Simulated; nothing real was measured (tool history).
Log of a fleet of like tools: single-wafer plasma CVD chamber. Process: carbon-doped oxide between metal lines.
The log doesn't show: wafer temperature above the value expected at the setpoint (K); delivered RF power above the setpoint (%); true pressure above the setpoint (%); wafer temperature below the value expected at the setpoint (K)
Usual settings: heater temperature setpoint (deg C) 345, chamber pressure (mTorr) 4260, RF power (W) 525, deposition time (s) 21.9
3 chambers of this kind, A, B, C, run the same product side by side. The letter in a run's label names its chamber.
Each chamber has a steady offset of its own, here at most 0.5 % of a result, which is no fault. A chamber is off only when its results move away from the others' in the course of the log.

| run | hour | heater temperature setpoint (deg C) | chamber pressure (mTorr) | RF power (W) | deposition time (s) | hours since the last thermocouple change | hours since the last RF generator calibration | hours since the last manometer calibration | read-back reference wafer on the same gauge, thickness_nm | mean film thickness on the monitor wafer (angstrom) |
|---|---|---|---|---|---|---|---|---|---|---|
| 1B | 6.4 | 345 | 4260 | 525 | 21.9 | 501.7 | 1353.0 | 787.7 | 119.94 | 1152.7 |
|  | 6.8 | chamber A: RF generator calibrated |
| 2A | 12.3 | 345 | 4260 | 525 | 21.9 | 321.5 | 5.5 | 233.2 | 119.93 | 1152.1 |
| 3C | 16.2 | 345 | 4260 | 525 | 21.9 | 1631.7 | 597.8 | 1110.0 | 119.90 | 1153.9 |
| 4C | 22.4 | 345 | 4260 | 525 | 21.9 | 1637.9 | 604.0 | 1116.2 | 119.88 | 1152.8 |
| 5B | 28.0 | 345 | 4260 | 525 | 21.9 | 523.3 | 1374.6 | 809.3 | 119.78 | 1151.8 |
| 6A | 33.5 | 353 | 4770 | 525 | 21.9 | 342.7 | 26.7 | 254.4 | 119.76 | 1147.3 |
| 7C | 37.3 | 353 | 4770 | 525 | 21.9 | 1652.8 | 618.9 | 1131.1 | 119.78 | 1145.7 |
| 8A | 43.3 | 353 | 4770 | 525 | 21.9 | 352.5 | 36.5 | 264.2 | 119.74 | 1140.8 |
| 9B | 48.4 | 345 | 4260 | 525 | 21.9 | 543.7 | 1395.0 | 829.7 | 119.63 | 1145.7 |
| 10B | 52.3 | 345 | 4260 | 525 | 21.9 | 547.6 | 1398.9 | 833.6 | 119.64 | 1147.5 |
| 11A | 57.4 | 345 | 4260 | 525 | 21.9 | 366.6 | 50.6 | 278.3 | 119.61 | 1145.5 |
| 12C | 60.7 | 345 | 4260 | 525 | 21.9 | 1676.2 | 642.3 | 1154.5 | 119.59 | 1151.5 |
| 13B | 63.6 | 345 | 4260 | 525 | 21.9 | 558.9 | 1410.2 | 844.9 | 119.60 | 1148.6 |
| 14C | 68.4 | 345 | 4260 | 525 | 21.9 | 1683.9 | 650.0 | 1162.2 | 119.54 | 1153.9 |
| 15A | 72.8 | 345 | 4260 | 495 | 21.9 | 382.0 | 66.0 | 293.7 | 119.48 | 1106.3 |
| 16A | 78.8 | 345 | 4260 | 495 | 21.9 | 388.0 | 72.0 | 299.7 | 119.54 | 1102.5 |
| 17C | 83.9 | 345 | 4260 | 495 | 21.9 | 1699.4 | 665.5 | 1177.7 | 119.46 | 1106.2 |
| 18B | 87.8 | 345 | 4260 | 525 | 21.9 | 583.1 | 1434.4 | 869.1 | 119.43 | 1144.3 |
| 19A | 92.8 | 345 | 4260 | 525 | 21.9 | 402.0 | 86.0 | 313.7 | 119.38 | 1146.1 |
| 20B | 95.6 | 345 | 4260 | 525 | 21.9 | 590.9 | 1442.2 | 876.9 | 119.36 | 1144.4 |
| 21C | 100.0 | 345 | 4260 | 525 | 21.9 | 1715.5 | 681.6 | 1193.8 | 119.32 | 1148.2 |
| 22C | 103.2 | 345 | 4260 | 525 | 21.9 | 1718.7 | 684.8 | 1197.0 | 119.29 | 1148.8 |
| 23A | 109.3 | 345 | 4260 | 525 | 21.9 | 418.5 | 102.5 | 330.2 | 119.26 | 1146.4 |
| 24B | 115.6 | 345 | 4260 | 525 | 21.9 | 610.9 | 1462.2 | 896.9 | 119.25 | 1145.8 |
| 25A | 120.8 | 345 | 4260 | 525 | 21.9 | 430.0 | 114.0 | 341.7 | 119.18 | 1146.3 |

All 3 chambers run these settings next. Forecast each chamber's results:
| 26A | 125.4 | 345 | 4260 | 525 | 21.9 |  |  |  |  | ? |
| 26B | 125.4 | 345 | 4260 | 525 | 21.9 |  |  |  |  | ? |
| 26C | 125.4 | 345 | 4260 | 525 | 21.9 |  |  |  |  | ? |

| run | mean film thickness on the monitor wafer (angstrom) |
|---|---|
| 26A | 1149.0 |
| 26B | 1145.1 |
| 26C | 1144.1 |
